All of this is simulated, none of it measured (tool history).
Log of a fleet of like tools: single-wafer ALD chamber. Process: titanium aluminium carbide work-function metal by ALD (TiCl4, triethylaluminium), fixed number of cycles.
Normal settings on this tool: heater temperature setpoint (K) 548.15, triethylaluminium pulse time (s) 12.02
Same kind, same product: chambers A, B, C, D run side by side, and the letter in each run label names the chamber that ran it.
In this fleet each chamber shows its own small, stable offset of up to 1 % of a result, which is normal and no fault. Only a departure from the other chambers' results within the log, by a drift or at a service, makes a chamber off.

run,day,heater temperature setpoint (K),triethylaluminium pulse time (s),hours since the last thermocouple change,hours since the last triethylaluminium bottle change,"read-back reference wafer on the same gauge, thickness_nm",mean film thickness on the monitor wafer (Å)
1A,0.358,548.15,12.02,775.6,451.0,1.5902,18.178
2B,0.775,548.15,12.02,1013.4,488.4,1.5903,18.240
3D,1.096,548.15,12.02,1228.5,1179.1,1.5888,18.125
4C,1.325,548.15,12.02,1865.1,144.5,1.5895,18.113
5B,1.550,548.15,12.02,1032.0,507.0,1.5902,18.229
6C,1.979,548.15,12.02,1880.8,160.2,1.5892,18.123
7D,2.283,548.15,12.02,1257.0,1207.6,1.5903,18.110
8A,2.712,548.15,7.98,832.1,507.5,1.5904,17.280
9C,3.112,548.15,7.98,1908.0,187.4,1.5892,17.261
10D,3.404,548.15,7.98,1283.9,1234.5,1.5894,17.151
11B,3.838,548.15,7.98,1086.9,561.9,1.5890,17.457
# day 3.846: chamber A: triethylaluminium bottle replaced
12A,4.179,548.15,12.02,867.3,8.0,1.5895,18.040
# day 4.288: chamber C: thermocouple changed; heater temperature recalibrated
13A,4.617,548.15,12.02,877.8,18.5,1.5900,18.108
14B,4.967,561.15,16.48,1114.0,589.0,1.5898,19.724
15C,5.229,561.15,16.48,22.6,238.2,1.5904,19.305
16D,5.462,561.15,16.48,1333.3,1283.9,1.5904,19.610
17D,5.888,561.15,16.48,1343.5,1294.1,1.5897,19.559
18A,6.312,548.15,12.02,918.5,59.2,1.5897,18.135
19C,6.721,548.15,13.97,58.4,274.0,1.5898,18.235
20B,7.038,548.15,13.97,1163.7,638.7,1.5891,18.497
21A,7.267,548.15,13.97,941.4,82.1,1.5907,18.220
22C,7.538,548.15,13.97,78.0,293.6,1.5890,18.265
23B,7.796,548.15,12.02,1181.9,656.9,1.5897,18.322
24D,8.208,548.15,12.02,1399.2,1349.8,1.5901,18.218
25B,8.550,559.15,15.28,1200.0,675.0,1.5888,19.360
26C,8.829,559.15,15.28,109.0,324.6,1.5898,19.263
27D,9.129,559.15,15.28,1421.3,1371.9,1.5912,19.275
28A,9.438,559.15,15.28,993.5,134.2,1.5903,19.320
29A,9.638,548.15,12.02,998.3,139.0,1.5899,18.175
30B,10.038,548.15,12.02,1235.7,710.7,1.5913,18.210
31D,10.292,548.15,12.02,1449.2,1399.8,1.5899,18.080
32C,10.504,548.15,12.02,149.2,364.8,1.5898,18.056

Next, all 4 chambers run the settings below, one line each with question marks for the results. What does each chamber give?
33A,10.829,548.15,12.02,,,,?
33B,10.829,548.15,12.02,,,,?
33C,10.829,548.15,12.02,,,,?
33D,10.829,548.15,12.02,,,,?

run,mean film thickness on the monitor wafer (Å)
33A,18.106
33B,18.241
33C,17.999
33D,18.240

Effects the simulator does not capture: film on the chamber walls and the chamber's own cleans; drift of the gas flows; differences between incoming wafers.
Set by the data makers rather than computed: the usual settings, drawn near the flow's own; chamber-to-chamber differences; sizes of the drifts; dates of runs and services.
